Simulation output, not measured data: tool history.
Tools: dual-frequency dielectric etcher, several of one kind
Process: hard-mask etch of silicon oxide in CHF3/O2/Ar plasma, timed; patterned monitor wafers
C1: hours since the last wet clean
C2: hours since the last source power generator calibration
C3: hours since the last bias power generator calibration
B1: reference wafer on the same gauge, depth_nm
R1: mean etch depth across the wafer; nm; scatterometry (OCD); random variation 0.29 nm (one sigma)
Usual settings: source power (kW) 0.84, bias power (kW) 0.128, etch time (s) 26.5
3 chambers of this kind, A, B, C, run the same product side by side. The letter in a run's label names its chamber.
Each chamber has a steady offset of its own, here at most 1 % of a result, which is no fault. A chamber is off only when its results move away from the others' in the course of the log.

Run 1B, hour 10: usual settings; C1 111.2; C2 292; C3 1584.1; B1 57.866. Result: R1 54.3 nm.
Run 2A, hour 18.4: usual settings; C1 259.6; C2 1217.7; C3 2302.3; B1 57.874. Result: R1 54.069 nm.
Run 3C, hour 29.8: usual settings; C1 92.7; C2 566.3; C3 1727.3; B1 57.821. Result: R1 53.977 nm.
Run 4B, hour 39.3: usual settings; C1 140.5; C2 321.3; C3 1613.4; B1 57.918. Result: R1 54.302 nm.
Run 5A, hour 45.6: usual settings; C1 286.8; C2 1244.9; C3 2329.5; B1 57.805. Result: R1 54.034 nm.
Run 6C, hour 55.4: usual settings; C1 118.3; C2 591.9; C3 1752.9; B1 57.784. Result: R1 53.214 nm.
Run 7B, hour 67.6: usual settings; C1 168.8; C2 349.6; C3 1641.7; B1 57.764. Result: R1 54.07 nm.
Run 8C, hour 79.3: usual settings but etch time (s) 18.5; C1 142.2; C2 615.8; C3 1776.8; B1 57.751. Result: R1 37.641 nm.
Run 9A, hour 85.3: usual settings but etch time (s) 18.5; C1 326.5; C2 1284.6; C3 2369.2; B1 57.828. Result: R1 37.602 nm.
Run 10C, hour 97.6: usual settings but etch time (s) 18.5; C1 160.5; C2 634.1; C3 1795.1; B1 57.79. Result: R1 37.149 nm.
Run 11B, hour 109.4: usual settings; C1 210.6; C2 391.4; C3 1683.5; B1 57.786. Result: R1 53.882 nm.
Run 12A, hour 118.5: usual settings; C1 359.7; C2 1317.8; C3 2402.4; B1 57.826. Result: R1 53.846 nm.
Run 13C, hour 130: usual settings; C1 192.9; C2 666.5; C3 1827.5; B1 57.8. Result: R1 53.737 nm.
Run 14A, hour 138.9: usual settings; C1 380.1; C2 1338.2; C3 2422.8; B1 57.815. Result: R1 54.827 nm.
At hour 143.7: chamber A: bias power generator calibrated.
Run 15B, hour 149.8: usual settings; C1 251; C2 431.8; C3 1723.9; B1 57.817. Result: R1 53.832 nm.
Run 16C, hour 155.9: usual settings; C1 218.8; C2 692.4; C3 1853.4; B1 57.811. Result: R1 52.921 nm.
Run 17B, hour 168.2: usual settings; C1 269.4; C2 450.2; C3 1742.3; B1 57.885. Result: R1 54.507 nm.
Run 18A, hour 179.8: usual settings; C1 421; C2 1379.1; C3 36.1; B1 57.813. Result: R1 54.434 nm.
Run 19A, hour 190.3: usual settings; C1 431.5; C2 1389.6; C3 46.6; B1 57.868. Result: R1 54.72 nm.
Run 20C, hour 196.1: usual settings but bias power (kW) 0.097; C1 259; C2 732.6; C3 1893.6; B1 57.839. Result: R1 49.621 nm.
Run 21B, hour 201.6: usual settings but bias power (kW) 0.097; C1 302.8; C2 483.6; C3 1775.7; B1 57.854. Result: R1 49.712 nm.
Run 22B, hour 208: usual settings but bias power (kW) 0.097; C1 309.2; C2 490; C3 1782.1; B1 57.907. Result: R1 49.608 nm.
Run 23C, hour 219.3: usual settings; C1 282.2; C2 755.8; C3 1916.8; B1 57.748. Result: R1 53.087 nm.
Run 24A, hour 227.5: usual settings; C1 468.7; C2 1426.8; C3 83.8; B1 57.792. Result: R1 55.005 nm.
Run 25A, hour 235: usual settings; C1 476.2; C2 1434.3; C3 91.3; B1 57.782. Result: R1 55.052 nm.
Run 26B, hour 242.5: usual settings; C1 343.7; C2 524.5; C3 1816.6; B1 57.795. Result: R1 53.684 nm.
Run 27C, hour 248.6: usual settings; C1 311.5; C2 785.1; C3 1946.1; B1 57.812. Result: R1 53.09 nm.
Run 28A, hour 260.4: usual settings; C1 501.6; C2 1459.7; C3 116.7; B1 57.875. Result: R1 54.525 nm.
Run 29C, hour 269.5: usual settings; C1 332.4; C2 806; C3 1967; B1 57.828. Result: R1 53.376 nm.
Run 30B, hour 277.7: usual settings but etch time (s) 19.5; C1 378.9; C2 559.7; C3 1851.8; B1 57.822. Result: R1 39.47 nm.
Run 31C, hour 288: usual settings but etch time (s) 19.5; C1 350.9; C2 824.5; C3 1985.5; B1 57.776. Result: R1 39.492 nm.
Run 32A, hour 294.5: usual settings but etch time (s) 19.5; C1 535.7; C2 1493.8; C3 150.8; B1 57.804. Result: R1 40.728 nm.
Run 33B, hour 303: usual settings but etch time (s) 29; C1 404.2; C2 585; C3 1877.1; B1 57.779. Result: R1 59.398 nm.
Run 34C, hour 311.2: usual settings but etch time (s) 29; C1 374.1; C2 847.7; C3 2008.7; B1 57.805. Result: R1 58.839 nm.
Run 35A, hour 320.7: usual settings but etch time (s) 29; C1 561.9; C2 1520; C3 177; B1 57.838. Result: R1 60.727 nm.
Run 36B, hour 331.4: usual settings; C1 432.6; C2 613.4; C3 1905.5; B1 57.877. Result: R1 54.403 nm.
At hour 340.3: chamber C: wet clean of the chamber.
Run 37B, hour 340.6: usual settings; C1 441.8; C2 622.6; C3 1914.7; B1 57.883. Result: R1 54.046 nm.
Run 38C, hour 351.5: usual settings; C1 11.3; C2 888; C3 2049; B1 57.828. Result: R1 53.627 nm.
Run 39A, hour 358.1: usual settings; C1 599.3; C2 1557.4; C3 214.4; B1 57.761. Result: R1 55.451 nm.
Run 40A, hour 364.1: usual settings; C1 605.3; C2 1563.4; C3 220.4; B1 57.762. Result: R1 55.26 nm.

Next, every chamber runs the same settings. What will each give?
Run 41A, hour 373: usual settings but bias power (kW) 0.153. Result: R1 ?.
Run 41B, hour 373: usual settings but bias power (kW) 0.153. Result: R1 ?.
Run 41C, hour 373: usual settings but bias power (kW) 0.153. Result: R1 ?.

run      R1
41A  58.263
41B  56.707
41C  56.554
